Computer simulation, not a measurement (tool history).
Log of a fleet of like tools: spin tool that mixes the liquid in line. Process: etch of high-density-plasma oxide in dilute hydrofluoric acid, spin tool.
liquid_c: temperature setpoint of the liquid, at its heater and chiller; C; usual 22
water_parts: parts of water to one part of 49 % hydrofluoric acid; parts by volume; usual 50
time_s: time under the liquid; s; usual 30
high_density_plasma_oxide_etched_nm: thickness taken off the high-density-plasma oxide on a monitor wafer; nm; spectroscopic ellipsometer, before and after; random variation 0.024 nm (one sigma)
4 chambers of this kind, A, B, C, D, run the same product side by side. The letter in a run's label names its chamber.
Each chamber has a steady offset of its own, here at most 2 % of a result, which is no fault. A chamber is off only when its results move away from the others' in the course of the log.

run	hour	liquid_c	water_parts	time_s	hours since the thermometer was replaced	hours since the hydrofluoric acid flow meter was replaced	read-back film thickness of the high-density-plasma oxide reference wafer, read on the same gauge (nm)	high_density_plasma_oxide_etched_nm
1D	4.6	22	50	30	422.2	776.5	70.005	4.4792
2B	9.2	22	50	30	190	207.8	69.955	4.435
3C	13.5	22	50	30	1455.8	622.8	69.966	4.4937
4A	18.6	22	50	30	515.5	440.3	69.957	4.4273
5C	21.8	22	50	30	1464.1	631.1	70.045	4.4886
6D	26.9	22	50	30	444.5	798.8	70	4.4417
7B	31.2	22	50	30	212	229.8	69.999	4.4794
8A	35.3	22	50	30	532.2	457	69.966	4.4044
9D	39.4	22	50	30	457	811.3	69.967	4.428
10B	43.6	22	40	45	224.4	242.2	69.983	8.4588
11A	46.9	22	40	45	543.8	468.6	70.001	8.3216
12C	50.3	22	40	45	1492.6	659.6	69.96	8.4745
13A	55.2	22	40	45	552.1	476.9	69.991	8.3292
14C	58.4	22	50	30	1500.7	667.7	70.042	4.4198
15B	63.2	22	50	30	244	261.8	70.01	4.4224
16D	66.6	22	50	30	484.2	838.5	70.015	4.4317
17C	69.7	22	30	30	1512	679	70.007	7.589
18B	73.8	22	30	30	254.6	272.4	70.041	7.6574
19A	76.5	22	30	30	573.4	498.2	70.016	7.4382
20D	79.2	22	30	30	496.8	851.1	69.974	7.538
21C	81.9	22	50	30	1524.2	691.2	69.962	4.4485
22B	85	22	50	30	265.8	283.6	70.004	4.4523
23A	89.6	22	50	30	586.5	511.3	70	4.3964
24D	92.6	22	50	30	510.2	864.5	69.998	4.4567
25C	95.3	19	65	30	1537.6	704.6	70.004	3.0011
26A	99.8	19	65	30	596.7	521.5	70.021	2.9308
27B	102.4	19	65	30	283.2	301	69.99	2.9709
28D	106.1	19	65	30	523.7	878	70.011	2.9428
29D	109.7	22	50	30	527.3	881.6	69.95	4.4262
30B	112.9	22	50	30	293.7	311.5	69.996	4.4775
31C	118.1	22	50	30	1560.4	727.4	70.01	4.4711
32A	123.3	22	50	30	620.2	545	70.031	4.3157
33A	128.1	22	50	30	625	549.8	69.989	4.3729
34C	131.8	22	50	30	1574.1	741.1	69.996	4.4525
35B	136.2	22	50	30	317	334.8	69.962	4.4427
36D	140.1	22	35	20	557.7	912	70	4.3087
37A	144.7	22	35	20	641.6	566.4	70.018	4.2683
38D	149.8	22	35	20	567.4	921.7	70	4.3165
39B	153.2	22	35	20	334	351.8	69.977	4.326
40C	157.9	22	50	30	1600.2	767.2	70.035	4.4764
41B	162	22	50	30	342.8	360.6	70.02	4.4783

All 4 chambers run these settings next. Forecast each chamber's results:
42A	165.9	22	50	30				?
42B	165.9	22	50	30				?
42C	165.9	22	50	30				?
42D	165.9	22	50	30				?

run	high_density_plasma_oxide_etched_nm
42A	4.3906
42B	4.4909
42C	4.4789
42D	4.3883
